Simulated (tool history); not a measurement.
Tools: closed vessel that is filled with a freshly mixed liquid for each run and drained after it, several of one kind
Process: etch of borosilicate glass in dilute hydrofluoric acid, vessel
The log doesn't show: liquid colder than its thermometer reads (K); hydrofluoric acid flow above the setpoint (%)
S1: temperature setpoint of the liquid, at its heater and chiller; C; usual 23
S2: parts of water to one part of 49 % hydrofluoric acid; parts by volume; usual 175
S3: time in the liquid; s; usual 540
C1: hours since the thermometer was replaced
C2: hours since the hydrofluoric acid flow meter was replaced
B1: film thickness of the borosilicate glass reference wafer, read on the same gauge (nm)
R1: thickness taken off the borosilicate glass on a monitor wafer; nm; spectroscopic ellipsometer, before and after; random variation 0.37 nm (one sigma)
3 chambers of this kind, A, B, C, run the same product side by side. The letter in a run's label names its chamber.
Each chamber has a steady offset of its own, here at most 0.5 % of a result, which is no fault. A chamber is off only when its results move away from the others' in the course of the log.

run	hour	S1	S2	S3	C1	C2	B1	R1
1B	7	23	175	540	388.3	729.4	39.986	56.332
2C	18.6	23	175	540	842.5	868.2	39.999	56.179
3A	27	23	175	540	495.7	295.3	40.04	55.801
4B	37.7	23	175	540	419	760.1	40.02	56.058
5A	45.7	25	175	540	514.4	314	39.996	60.275
6C	55.4	25	175	540	879.3	905	40.008	59.872
7A	69.4	25	175	540	538.1	337.7	39.992	60.91
8C	77.7	23	175	540	901.6	927.3	40.014	55.015
9B	91	23	175	540	472.3	813.4	39.994	55.9
10C	105.1	23	175	540	929	954.7	39.965	55.644
11A	118	23	175	540	586.7	386.3	39.955	56.845
12B	125.9	23	175	540	507.2	848.3	39.989	56.594
13B	137.2	23	175	540	518.5	859.6	39.966	55.838
14C	145.9	23	175	540	969.8	995.5	39.965	55.474
15A	159.9	23	175	540	628.6	428.2	40.025	56.582
16B	172.5	23	175	540	553.8	894.9	40	55.57
17A	183.8	23	175	540	652.5	452.1	40.03	57.617
18C	195.8	23	175	540	1019.7	1045.4	39.989	55.923
19B	203.9	23	175	540	585.2	926.3	40.037	55.919
20A	212.3	23	175	540	681	480.6	39.953	58.527
21C	227	23	175	540	1050.9	1076.6	39.969	56.623
# hour 231.2: chamber A: thermometer replaced
22B	236	19	255	540	617.3	958.4	40.02	30.17
23C	246.1	19	255	540	1070	1095.7	40.028	30.26
24A	259.6	19	255	540	28.4	527.9	40.004	31.831
25C	273	23	175	540	1096.9	1122.6	40.014	56.308
26A	281.7	23	175	540	50.5	550	40.004	58.083
27B	295.8	23	175	540	677.1	1018.2	39.971	55.291
28B	307.7	23	175	540	689	1030.1	39.998	56.111
29A	321.4	23	175	540	90.2	589.7	39.969	58.931
30C	329.1	23	175	540	1153	1178.7	40.004	55.436

Next, every chamber runs the same settings. What will each give?
31A	339.5	23	175	540				?
31B	339.5	23	175	540				?
31C	339.5	23	175	540				?

run	R1
31A	58.838
31B	56.006
31C	55.974
